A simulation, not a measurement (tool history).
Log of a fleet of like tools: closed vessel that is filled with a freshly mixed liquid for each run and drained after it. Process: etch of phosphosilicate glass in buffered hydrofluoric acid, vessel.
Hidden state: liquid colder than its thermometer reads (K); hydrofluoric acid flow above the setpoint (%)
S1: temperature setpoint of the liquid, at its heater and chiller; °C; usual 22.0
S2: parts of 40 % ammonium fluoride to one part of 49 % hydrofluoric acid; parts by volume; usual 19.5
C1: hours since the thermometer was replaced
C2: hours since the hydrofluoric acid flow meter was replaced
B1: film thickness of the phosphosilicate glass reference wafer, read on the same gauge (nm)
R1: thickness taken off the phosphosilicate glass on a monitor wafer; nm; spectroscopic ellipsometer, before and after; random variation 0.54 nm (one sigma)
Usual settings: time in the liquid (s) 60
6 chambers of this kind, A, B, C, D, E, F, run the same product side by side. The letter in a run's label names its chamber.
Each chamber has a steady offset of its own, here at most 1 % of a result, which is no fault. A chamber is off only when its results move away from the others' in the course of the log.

Run 1E, hour 6.1: usual settings; C1 236.3; C2 333.0; B1 89.993. Result: R1 142.06 nm.
Run 2B, hour 15.0: usual settings; C1 1420.1; C2 185.4; B1 90.021. Result: R1 140.33 nm.
Run 3A, hour 21.3: usual settings; C1 1473.2; C2 817.1; B1 89.992. Result: R1 141.20 nm.
Run 4F, hour 34.1: usual settings; C1 623.7; C2 1380.3; B1 90.031. Result: R1 140.14 nm.
Run 5D, hour 46.3: usual settings; C1 822.6; C2 1872.5; B1 89.972. Result: R1 141.34 nm.
Run 6C, hour 60.0: usual settings; C1 1587.0; C2 1437.1; B1 89.997. Result: R1 140.88 nm.
Run 7A, hour 69.9: usual settings; C1 1521.8; C2 865.7; B1 89.977. Result: R1 141.12 nm.
At hour 74.7: chamber D: hydrofluoric acid flow meter replaced.
Run 8C, hour 79.6: usual settings; C1 1606.6; C2 1456.7; B1 90.019. Result: R1 139.05 nm.
Run 9B, hour 89.4: usual settings; C1 1494.5; C2 259.8; B1 90.041. Result: R1 140.63 nm.
Run 10E, hour 103.2: usual settings but S1 19.0 °C; C1 333.4; C2 430.1; B1 90.000. Result: R1 120.88 nm.
Run 11F, hour 115.8: usual settings but S1 19.0 °C; C1 705.4; C2 1462.0; B1 89.963. Result: R1 118.83 nm.
Run 12D, hour 123.3: usual settings but S1 19.0 °C; C1 899.6; C2 48.6; B1 90.011. Result: R1 119.52 nm.
Run 13A, hour 134.5: usual settings but S1 19.0 °C; C1 1586.4; C2 930.3; B1 89.973. Result: R1 120.41 nm.
Run 14F, hour 146.9: usual settings but S1 19.0 °C; C1 736.5; C2 1493.1; B1 90.021. Result: R1 118.25 nm.
Run 15E, hour 158.9: usual settings but S1 19.0 °C; C1 389.1; C2 485.8; B1 90.021. Result: R1 119.70 nm.
Run 16B, hour 171.5: usual settings; C1 1576.6; C2 341.9; B1 89.969. Result: R1 140.15 nm.
Run 17D, hour 181.7: usual settings; C1 958.0; C2 107.0; B1 90.005. Result: R1 140.87 nm.
Run 18C, hour 192.0: usual settings; C1 1719.0; C2 1569.1; B1 90.045. Result: R1 140.47 nm.
Run 19A, hour 204.5: usual settings; C1 1656.4; C2 1000.3; B1 90.017. Result: R1 141.68 nm.
At hour 211.5: chamber E: hydrofluoric acid flow meter replaced.
Run 20E, hour 214.2: usual settings; C1 444.4; C2 2.8; B1 89.996. Result: R1 142.14 nm.
Run 21B, hour 220.4: usual settings; C1 1625.5; C2 390.8; B1 90.018. Result: R1 140.10 nm.
Run 22C, hour 232.8: usual settings but S1 25.5 °C; C1 1759.8; C2 1609.9; B1 90.016. Result: R1 169.19 nm.
Run 23D, hour 243.4: usual settings but S1 25.5 °C; C1 1019.7; C2 168.7; B1 90.030. Result: R1 170.38 nm.
Run 24F, hour 250.6: usual settings but S1 25.5 °C; C1 840.2; C2 1596.8; B1 89.953. Result: R1 169.74 nm.
Run 25A, hour 263.1: usual settings but S1 25.5 °C; C1 1715.0; C2 1058.9; B1 90.025. Result: R1 170.64 nm.
Run 26D, hour 276.3: usual settings but S1 25.5 °C; C1 1052.6; C2 201.6; B1 90.010. Result: R1 170.93 nm.
Run 27E, hour 287.6: usual settings but S1 25.5 °C; C1 517.8; C2 76.2; B1 90.004. Result: R1 173.21 nm.
Run 28F, hour 301.1: usual settings; C1 890.7; C2 1647.3; B1 90.000. Result: R1 140.15 nm.
Run 29B, hour 310.4: usual settings; C1 1715.5; C2 480.8; B1 89.974. Result: R1 139.68 nm.
Run 30C, hour 324.0: usual settings; C1 1851.0; C2 1701.1; B1 89.990. Result: R1 140.65 nm.
Run 31F, hour 333.1: usual settings but S2 15.0 parts by volume, time in the liquid (s) 45; C1 922.7; C2 1679.3; B1 89.994. Result: R1 136.88 nm.
At hour 339.8: chamber F: hydrofluoric acid flow meter replaced.
Run 32A, hour 345.9: usual settings but S2 15.0 parts by volume, time in the liquid (s) 45; C1 1797.8; C2 1141.7; B1 90.027. Result: R1 136.31 nm.
Run 33D, hour 355.2: usual settings but S2 15.0 parts by volume, time in the liquid (s) 45; C1 1131.5; C2 280.5; B1 89.980. Result: R1 137.62 nm.
Run 34C, hour 362.3: usual settings but S2 15.0 parts by volume, time in the liquid (s) 45; C1 1889.3; C2 1739.4; B1 89.961. Result: R1 137.54 nm.
Run 35B, hour 371.7: usual settings but S2 15.0 parts by volume, time in the liquid (s) 45; C1 1776.8; C2 542.1; B1 90.025. Result: R1 136.60 nm.
Run 36E, hour 382.4: usual settings but S2 15.0 parts by volume, time in the liquid (s) 45; C1 612.6; C2 171.0; B1 90.009. Result: R1 138.94 nm.
At hour 386.6: chamber B: hydrofluoric acid flow meter replaced.
Run 37F, hour 390.2: usual settings; C1 979.8; C2 50.5; B1 90.011. Result: R1 140.43 nm.
Run 38E, hour 399.4: usual settings; C1 629.6; C2 188.0; B1 90.003. Result: R1 142.35 nm.
Run 39A, hour 411.1: usual settings; C1 1863.0; C2 1206.9; B1 89.989. Result: R1 141.30 nm.
Run 40C, hour 421.7: usual settings; C1 1948.7; C2 1798.8; B1 90.037. Result: R1 139.37 nm.
Run 41D, hour 432.0: usual settings; C1 1208.3; C2 357.3; B1 89.995. Result: R1 141.21 nm.
Run 42B, hour 439.8: usual settings; C1 1844.9; C2 53.2; B1 89.965. Result: R1 140.40 nm.
Run 43D, hour 447.1: usual settings; C1 1223.4; C2 372.4; B1 89.977. Result: R1 140.20 nm.
Run 44F, hour 458.0: usual settings; C1 1047.6; C2 118.3; B1 89.999. Result: R1 140.28 nm.

Is one chamber off against the others, does the gauge drift, or is nothing wrong? If a chamber is off, say which, and what the likeliest cause is.

No chamber stands off beyond its own small offset, and the gauge holds steady.

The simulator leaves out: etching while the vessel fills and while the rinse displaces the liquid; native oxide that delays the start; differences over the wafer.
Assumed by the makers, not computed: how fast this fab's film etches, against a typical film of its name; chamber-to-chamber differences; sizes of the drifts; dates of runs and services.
